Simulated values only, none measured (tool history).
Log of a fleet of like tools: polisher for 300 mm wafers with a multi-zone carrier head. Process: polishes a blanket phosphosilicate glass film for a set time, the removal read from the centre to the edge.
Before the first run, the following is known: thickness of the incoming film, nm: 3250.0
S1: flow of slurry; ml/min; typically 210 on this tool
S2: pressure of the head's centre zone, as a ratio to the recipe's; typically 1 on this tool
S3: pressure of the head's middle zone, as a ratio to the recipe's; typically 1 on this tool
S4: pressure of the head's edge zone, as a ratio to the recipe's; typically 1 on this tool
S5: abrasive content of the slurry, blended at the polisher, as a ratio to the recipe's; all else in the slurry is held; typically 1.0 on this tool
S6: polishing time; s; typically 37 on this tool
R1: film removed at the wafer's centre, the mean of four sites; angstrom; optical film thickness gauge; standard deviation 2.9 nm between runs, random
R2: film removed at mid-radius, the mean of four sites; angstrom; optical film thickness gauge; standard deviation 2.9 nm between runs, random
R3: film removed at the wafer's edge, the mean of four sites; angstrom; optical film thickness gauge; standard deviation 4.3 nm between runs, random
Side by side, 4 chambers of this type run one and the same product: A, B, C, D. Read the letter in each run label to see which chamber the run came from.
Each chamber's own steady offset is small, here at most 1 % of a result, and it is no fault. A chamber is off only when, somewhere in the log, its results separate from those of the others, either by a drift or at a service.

run	hour	S1	S2	S3	S4	S5	S6	R1	R2	R3
1D	3.7	210	1	1	1	1.0	37	3017.7	3063.4	3004.6
# hour 3.9: chamber D: worn pad replaced by a new one
# hour 6.1: chamber C: worn pad replaced by a new one
2A	7.8	210	1	1	1	1.0	37	2967.5	2996.9	2966.6
3C	14.1	210	1	1	1	1.0	37	2987.9	3040.2	2954.7
4B	20.5	210	1	1	1	1.0	37	2973.2	2925.2	3030.6
5D	25.5	210	1	1	1	1.0	37	2985.4	3039.5	3006.2
6B	31.0	210	1	1	1	1.0	37	3010.7	2954.6	2908.9
7A	35.4	210	1	1	1	1.0	37	3030.4	2927.7	2943.3
8C	39.8	210	1	1	1	1.0	37	2988.2	3004.9	2922.6
9B	43.9	210	1	1	1	1.0	37	2945.6	3049.7	2960.7
10A	46.8	210	1	1	1	1.0	37	2978.9	2986.7	2912.7
# hour 51.6: chamber C: worn pad replaced by a new one
11D	52.5	210	1	1	1	1.0	37	3004.4	3035.1	3013.6
12C	56.3	210	1	1	1	1.0	37	3013.6	3032.7	2984.7
# hour 60.8: chamber A: worn pad replaced by a new one
13B	62.0	210	1	1	1	1.2	37	3184.7	3228.1	3305.5
14D	67.7	210	1	1	1	1.2	37	3284.9	3323.5	3228.7
# hour 71.2: chamber B: worn pad replaced by a new one
15A	71.8	210	1	1	1	1.2	37	3233.4	3218.9	3315.0
16C	78.2	210	1	1	1	1.2	37	3234.8	3259.8	3148.4
17B	82.7	210	1	1	1	1.0	37	2983.9	3017.2	3005.5
18D	87.5	210	1	1	1	1.0	37	3040.5	3018.3	3046.0
19C	91.2	210	1	1	1	1.0	37	3011.3	2972.2	2978.2
# hour 94.0: chamber D: worn pad replaced by a new one
# hour 94.4: chamber B: edge zone pressure recalibrated
20A	95.3	210	1	1	1	1.0	37	3035.8	2953.3	3060.3
# hour 96.2: chamber C: worn pad replaced by a new one
21B	98.7	210	1	1	1	1.0	37	2983.9	3015.8	3034.8
22C	103.3	210	1	1	1	1.0	37	3011.1	2978.2	3025.2
23A	107.8	210	1	1	1	1.0	37	3016.1	3000.6	3050.9
24D	111.6	210	1	1	1	1.0	37	3021.8	3053.4	2974.2
# hour 112.3: chamber A: slurry nozzle cleaned
25B	115.5	210	1	1	1	1.0	37	3010.9	2995.8	2967.5
26D	119.7	210	1	1	1	1.0	37	3025.2	3019.8	3047.3
27A	124.1	210	1	1	1	1.0	37	2972.4	2996.7	2982.7

Read the log: is a single chamber off, either drifting away or since a service, is the gauge that measures every chamber drifting, or is nothing wrong beyond small per-chamber offsets? Name any odd chamber and what most likely caused it.

No chamber is off and the gauge is stable; the differences are just each chamber's small, constant offset.
